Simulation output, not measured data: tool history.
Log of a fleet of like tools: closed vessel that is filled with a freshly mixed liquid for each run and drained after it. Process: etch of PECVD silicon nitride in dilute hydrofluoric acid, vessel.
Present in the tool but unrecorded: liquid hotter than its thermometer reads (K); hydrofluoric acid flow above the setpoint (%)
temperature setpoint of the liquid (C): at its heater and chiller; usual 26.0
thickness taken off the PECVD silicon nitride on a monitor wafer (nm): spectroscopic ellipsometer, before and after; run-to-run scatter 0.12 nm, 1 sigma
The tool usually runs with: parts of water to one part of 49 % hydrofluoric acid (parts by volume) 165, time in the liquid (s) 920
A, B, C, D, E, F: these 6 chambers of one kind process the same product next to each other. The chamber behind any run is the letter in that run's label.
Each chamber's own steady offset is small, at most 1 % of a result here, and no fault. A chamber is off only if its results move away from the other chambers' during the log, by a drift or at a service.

run	hour	temperature setpoint of the liquid (C)	parts of water to one part of 49 % hydrofluoric acid (parts by volume)	time in the liquid (s)	hours since the thermometer was replaced	hours since the hydrofluoric acid flow meter was replaced	read-back film thickness of the PECVD silicon nitride reference wafer, read on the same gauge (nm)	thickness taken off the PECVD silicon nitride on a monitor wafer (nm)
1B	4.5	26.0	165	920	1541.7	457.2	129.98	13.8740
2D	11.5	26.0	165	920	1343.3	461.5	130.01	13.6700
3C	21.7	26.0	165	920	2239.9	1121.3	130.01	13.6170
4E	30.3	26.0	165	920	829.9	916.9	130.00	13.5470
5F	35.6	26.0	165	920	1421.3	514.5	129.98	13.9630
6A	44.7	26.0	165	920	1565.6	510.6	130.02	13.6670
7D	52.4	26.0	165	920	1384.2	502.4	130.01	13.6260
# hour 56.5: chamber F: hydrofluoric acid flow meter replaced
8C	62.0	26.0	165	920	2280.2	1161.6	130.00	13.7260
9F	66.5	29.5	165	920	1452.2	10.0	130.01	17.3020
10E	72.5	29.5	165	920	872.1	959.1	129.99	17.1270
11A	77.4	29.5	165	920	1598.3	543.3	130.01	17.1550
12B	85.5	29.5	165	920	1622.7	538.2	130.00	17.0030
13F	93.8	29.5	165	920	1479.5	37.3	130.00	17.3770
14D	99.5	29.5	165	920	1431.3	549.5	130.01	17.0130
15E	104.1	26.0	165	920	903.7	990.7	130.02	13.9240
16B	110.9	26.0	165	920	1648.1	563.6	129.99	13.7960
# hour 112.6: chamber A: thermometer replaced
17A	116.3	26.0	165	920	3.8	582.2	130.00	13.5470
18C	123.4	26.0	165	920	2341.6	1223.0	130.02	13.6680
19F	132.2	26.0	165	920	1517.9	75.7	130.01	14.3470
20C	141.8	26.0	165	920	2360.0	1241.4	129.99	13.5270
# hour 144.7: chamber E: thermometer replaced
21B	149.1	26.0	165	920	1686.3	601.8	129.99	14.0400
22A	153.6	26.0	115	1085	41.1	619.5	129.98	22.7860
23E	158.2	26.0	115	1085	13.6	1044.8	130.01	23.2230
24D	164.2	26.0	115	1085	1496.0	614.2	130.00	22.9470
25A	173.0	26.0	115	1085	60.5	638.9	130.01	22.8600
26D	179.2	26.0	115	1085	1511.0	629.2	129.99	22.8150
27F	186.7	26.0	115	1085	1572.4	130.2	130.00	24.4700
28E	191.6	26.0	165	920	47.0	1078.2	130.00	13.9440
29B	196.0	26.0	165	920	1733.2	648.7	130.00	13.7360
30C	204.5	23.5	165	565	2422.7	1304.1	130.00	7.1582
31C	213.0	23.5	165	565	2431.2	1312.6	130.01	7.1366
32D	222.5	23.5	165	565	1554.3	672.5	130.00	7.0792
33E	229.1	23.5	165	565	84.5	1115.7	129.98	7.2616
34F	238.0	23.5	165	565	1623.7	181.5	129.97	7.7778
35A	246.2	23.5	165	565	133.7	712.1	130.00	7.1123
36B	254.8	30.0	165	920	1792.0	707.5	130.02	17.7600

Decide between three cases: one chamber stands off from its peers, the gauge reading all wafers drifts, or nothing is wrong past each chamber's small offset. Where a chamber is off, say which and what most likely put it there.

Chamber F drifts away from the others.
Likeliest cause: liquid hotter than its thermometer reads (K) = 1.52.

Below are 4 candidate recipes for chamber F's next run, each the usual settings with a change, their results shown as question marks. Which of them brings F's results back in line with what the other chambers give on the usual settings?
To be in line, a result may differ from the other chambers' mean on the usual settings by at most: thickness taken off the PECVD silicon nitride on a monitor wafer (nm) 0.4300
37F-1	262.2	26.0	160	975				?
37F-2	262.2	25.5	175	920				?
37F-3	262.2	25.5	175	825				?
37F-4	262.2	26.5	165	1075				?

What the other chambers average on the usual settings: thickness taken off the PECVD silicon nitride on a monitor wafer (nm) 13.7180
run	thickness taken off the PECVD silicon nitride on a monitor wafer (nm)
37F-1	16.6510
37F-2	13.9270
37F-3	12.4890
37F-4	18.3630
The right change is 37F-2: it brings the chamber back within the allowed miss of the others.
